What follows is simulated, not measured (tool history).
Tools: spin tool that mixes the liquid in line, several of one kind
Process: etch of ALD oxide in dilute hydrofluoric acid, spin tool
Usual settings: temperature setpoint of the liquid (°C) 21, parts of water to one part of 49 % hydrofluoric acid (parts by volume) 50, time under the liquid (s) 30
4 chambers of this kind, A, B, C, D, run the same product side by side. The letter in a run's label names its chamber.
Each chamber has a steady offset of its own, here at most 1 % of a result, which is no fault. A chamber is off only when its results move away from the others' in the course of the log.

run,day,temperature setpoint of the liquid (°C),parts of water to one part of 49 % hydrofluoric acid (parts by volume),time under the liquid (s),"read-back film thickness of the ALD oxide reference wafer, read on the same gauge (nm)",thickness taken off the ALD oxide on a monitor wafer (nm)
1A,0.346,21,50,30,140,8.1301
2D,0.892,21,50,30,139.98,8.0895
3B,1.246,21,50,30,139.98,8.0409
4C,1.671,21,50,30,140.01,8.1432
5D,1.958,21,50,30,139.99,8.1057
6A,2.346,21,50,30,140.01,8.0959
7C,2.954,21,50,30,139.97,8.1339
8B,3.508,21,50,30,140,8.0294
9A,3.892,21,50,30,139.96,8.17
10B,4.312,21,50,30,140.02,7.9503
11C,4.746,21,50,30,139.98,8.0946
12D,5.304,21,50,30,139.99,8.0894
13D,5.725,21,50,30,139.99,8.059
14A,6.021,21,50,30,139.98,8.1138
15B,6.483,21,50,30,140.02,7.9827
16C,7.021,21,50,30,139.99,8.1286
17A,7.467,21,50,30,139.99,8.1181
18C,7.879,21,50,30,140.01,8.1037
19B,8.279,21,35,30,140.01,11.593
20D,8.562,21,35,30,140,11.876
21D,9.017,21,35,30,139.98,11.687
22A,9.567,21,35,30,140,11.834
23B,10.133,21,50,30,139.99,8.027
24C,10.429,21,50,30,139.97,8.1063
25C,10.729,17.5,50,15,140,3.5018

All 4 chambers run these settings next. Forecast each chamber's results:
26A,11.171,21,50,30,,?
26B,11.171,21,50,30,,?
26C,11.171,21,50,30,,?
26D,11.171,21,50,30,,?

run,thickness taken off the ALD oxide on a monitor wafer (nm)
26A,8.129
26B,8.0669
26C,8.1373
26D,8.0649
